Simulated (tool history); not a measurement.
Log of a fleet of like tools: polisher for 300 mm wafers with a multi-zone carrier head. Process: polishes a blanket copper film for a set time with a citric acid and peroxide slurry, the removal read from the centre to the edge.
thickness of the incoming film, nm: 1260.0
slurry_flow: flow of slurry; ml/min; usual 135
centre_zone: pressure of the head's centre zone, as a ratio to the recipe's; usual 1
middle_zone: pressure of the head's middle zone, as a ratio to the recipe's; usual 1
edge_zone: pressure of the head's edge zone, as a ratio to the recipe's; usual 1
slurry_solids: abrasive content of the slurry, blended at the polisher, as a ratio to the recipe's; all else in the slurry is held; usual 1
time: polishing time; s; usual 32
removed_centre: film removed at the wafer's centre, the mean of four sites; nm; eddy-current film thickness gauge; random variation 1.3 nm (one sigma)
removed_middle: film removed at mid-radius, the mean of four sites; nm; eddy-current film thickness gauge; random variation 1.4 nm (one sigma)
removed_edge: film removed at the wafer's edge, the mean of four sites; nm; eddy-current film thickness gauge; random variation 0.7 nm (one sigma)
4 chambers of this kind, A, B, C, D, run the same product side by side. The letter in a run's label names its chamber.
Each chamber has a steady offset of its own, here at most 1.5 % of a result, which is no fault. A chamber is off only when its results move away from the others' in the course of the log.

| run | hour | slurry_flow | centre_zone | middle_zone | edge_zone | slurry_solids | time | removed_centre | removed_middle | removed_edge |
|---|---|---|---|---|---|---|---|---|---|---|
| 1A | 9.5 | 135 | 1 | 1 | 1 | 1 | 32 | 103.2 | 105.39 | 103.28 |
| 2B | 23.5 | 135 | 1 | 1 | 1 | 1 | 32 | 100.34 | 101.24 | 102.13 |
| 3D | 33.9 | 135 | 1 | 1 | 1 | 1 | 32 | 98.389 | 102.08 | 102.83 |
| 4C | 42.6 | 135 | 1 | 1 | 1 | 1 | 32 | 104.38 | 100.96 | 103.09 |
|  | 48.8 | chamber B: worn pad replaced by a new one |
| 5A | 56.1 | 135 | 1.11 | 1 | 1 | 1 | 23 | 85.356 | 73.048 | 73.978 |
|  | 57.9 | chamber B: centre zone pressure recalibrated |
| 6C | 67.5 | 135 | 1.11 | 1 | 1 | 1 | 23 | 83.009 | 72.434 | 73.692 |
|  | 69.9 | chamber D: edge zone pressure recalibrated |
|  | 72.2 | chamber A: worn pad replaced by a new one |
| 7D | 81.9 | 135 | 1.11 | 1 | 1 | 1 | 23 | 79.564 | 73.81 | 73.549 |
|  | 88.8 | chamber D: worn pad replaced by a new one |
|  | 92.6 | chamber C: worn pad replaced by a new one |
| 8B | 94.4 | 135 | 1.11 | 1 | 1 | 1 | 23 | 82.043 | 71.34 | 73.477 |
| 9C | 106.2 | 135 | 1 | 1 | 1 | 1 | 32 | 102.36 | 100.68 | 102.68 |
| 10B | 120.3 | 135 | 1 | 1 | 1 | 1 | 32 | 102.18 | 100.57 | 102.25 |
|  | 132.1 | chamber B: worn pad replaced by a new one |
| 11A | 135.4 | 135 | 1 | 1 | 1 | 1 | 32 | 103.88 | 99.516 | 102.73 |
|  | 137.6 | chamber D: slurry nozzle cleaned |
| 12D | 142.3 | 135 | 1 | 1 | 1 | 1 | 32 | 101.53 | 102.19 | 101.74 |
| 13B | 149.2 | 135 | 1 | 0.91 | 1 | 1 | 32 | 102.71 | 92.523 | 101.77 |
|  | 149.7 | chamber B: slurry nozzle cleaned |
| 14C | 156.6 | 135 | 1 | 0.91 | 1 | 1 | 32 | 100.74 | 93.003 | 102.77 |
|  | 160.3 | chamber C: slurry nozzle cleaned |
|  | 163.4 | chamber A: worn pad replaced by a new one |
| 15A | 167.4 | 135 | 1 | 0.91 | 1 | 1 | 32 | 101.46 | 92.013 | 103.56 |
|  | 179 | chamber D: worn pad replaced by a new one |
| 16D | 179 | 135 | 1 | 0.91 | 1 | 1 | 32 | 98.7 | 95.547 | 103.03 |
|  | 179.2 | chamber C: worn pad replaced by a new one |
| 17D | 188.3 | 135 | 1 | 1 | 1 | 1 | 22 | 68.32 | 70.026 | 70.797 |
| 18A | 197.7 | 135 | 1 | 1 | 1 | 1 | 22 | 70.605 | 70.984 | 71.23 |
| 19C | 208.7 | 135 | 1 | 1 | 1 | 1 | 22 | 68.78 | 69.991 | 70.822 |
|  | 217.5 | chamber B: worn pad replaced by a new one |
| 20B | 220.4 | 135 | 1 | 1 | 1 | 1 | 22 | 69.255 | 70.072 | 70.453 |
| 21B | 227.7 | 135 | 1 | 1 | 1 | 1 | 32 | 101.86 | 100.54 | 102.26 |
| 22C | 236.3 | 135 | 1 | 1 | 1 | 1 | 32 | 96.614 | 101.99 | 102.34 |
| 23D | 248.2 | 135 | 1 | 1 | 1 | 1 | 32 | 100.88 | 102.68 | 102.95 |
|  | 252.9 | chamber A: worn pad replaced by a new one |
| 24A | 262.4 | 135 | 1 | 1 | 1 | 1 | 32 | 103.07 | 102.25 | 103.71 |
|  | 265.1 | chamber D: worn pad replaced by a new one |
|  | 265.8 | chamber D: centre zone pressure recalibrated |
| 25D | 273 | 135 | 1 | 1 | 1 | 1 | 32 | 100.38 | 103.3 | 102.35 |
| 26A | 280.3 | 135 | 1 | 1 | 1 | 1 | 32 | 102.92 | 101.93 | 102.68 |
|  | 281.4 | chamber C: worn pad replaced by a new one |
| 27B | 289.6 | 135 | 1 | 1 | 1 | 1 | 32 | 103.75 | 101.12 | 101.93 |
| 28C | 301.1 | 135 | 1 | 1 | 1 | 1 | 32 | 94.561 | 103.23 | 102.61 |
| 29C | 314.1 | 135 | 1 | 1 | 1 | 1 | 32 | 95.143 | 102 | 103.24 |
|  | 323.4 | chamber B: worn pad replaced by a new one |
| 30B | 323.9 | 135 | 1 | 1 | 1 | 1 | 32 | 101.46 | 101.57 | 100.98 |
| 31A | 335.3 | 135 | 1 | 1 | 1 | 1 | 32 | 105.01 | 105.24 | 102.35 |
|  | 339.4 | chamber A: worn pad replaced by a new one |
| 32D | 350.5 | 135 | 1 | 1 | 1 | 1 | 32 | 102.71 | 102.6 | 103.39 |
| 33A | 362.6 | 135 | 1 | 1 | 1 | 1 | 32 | 103.8 | 103.05 | 102.25 |
| 34B | 370.5 | 135 | 1 | 1 | 1 | 1 | 32 | 102.74 | 101.88 | 102.97 |
|  | 374.9 | chamber C: worn pad replaced by a new one |
| 35C | 385.6 | 135 | 1 | 1 | 1 | 1 | 32 | 89.982 | 100.53 | 103.91 |

What goes on in this fleet: one chamber off, a drifting gauge, or nothing beyond the chambers' own small offsets? Name the chamber and the cause, if any.

Chamber C drifts away from the others.
Cause: centre zone's pressure below its setpoint, % = 12.5.

Here are 4 candidates for chamber C's next run, each the usual settings with a change, their results left as question marks. Which one brings its results back in line with what the others give on the usual settings?
In line means no further than this from the other chambers' mean on the usual settings: removed_centre 4.4 nm; removed_middle 4.9 nm; removed_edge 2.5 nm
| 36C-1 | 396.5 | 140 | 1.05 | 0.99 | 0.98 | 1 | 32 | ? | ? | ? |
| 36C-2 | 396.5 | 130 | 0.95 | 1.01 | 1.02 | 1 | 32 | ? | ? | ? |
| 36C-3 | 396.5 | 145 | 1.1 | 0.98 | 0.96 | 1 | 32 | ? | ? | ? |
| 36C-4 | 396.5 | 125 | 0.9 | 1.02 | 1.04 | 1 | 32 | ? | ? | ? |

The other chambers' mean on the usual settings: removed_centre 102.37 nm; removed_middle 101.79 nm; removed_edge 102.47 nm
| run | removed_centre | removed_middle | removed_edge |
|---|---|---|---|
| 36C-1 | 95.331 | 102.26 | 102.53 |
| 36C-2 | 83.94 | 102.58 | 103.53 |
| 36C-3 | 101.07 | 102 | 101.95 |
| 36C-4 | 78.299 | 102.64 | 103.96 |
36C-3 brings the chamber back in line.
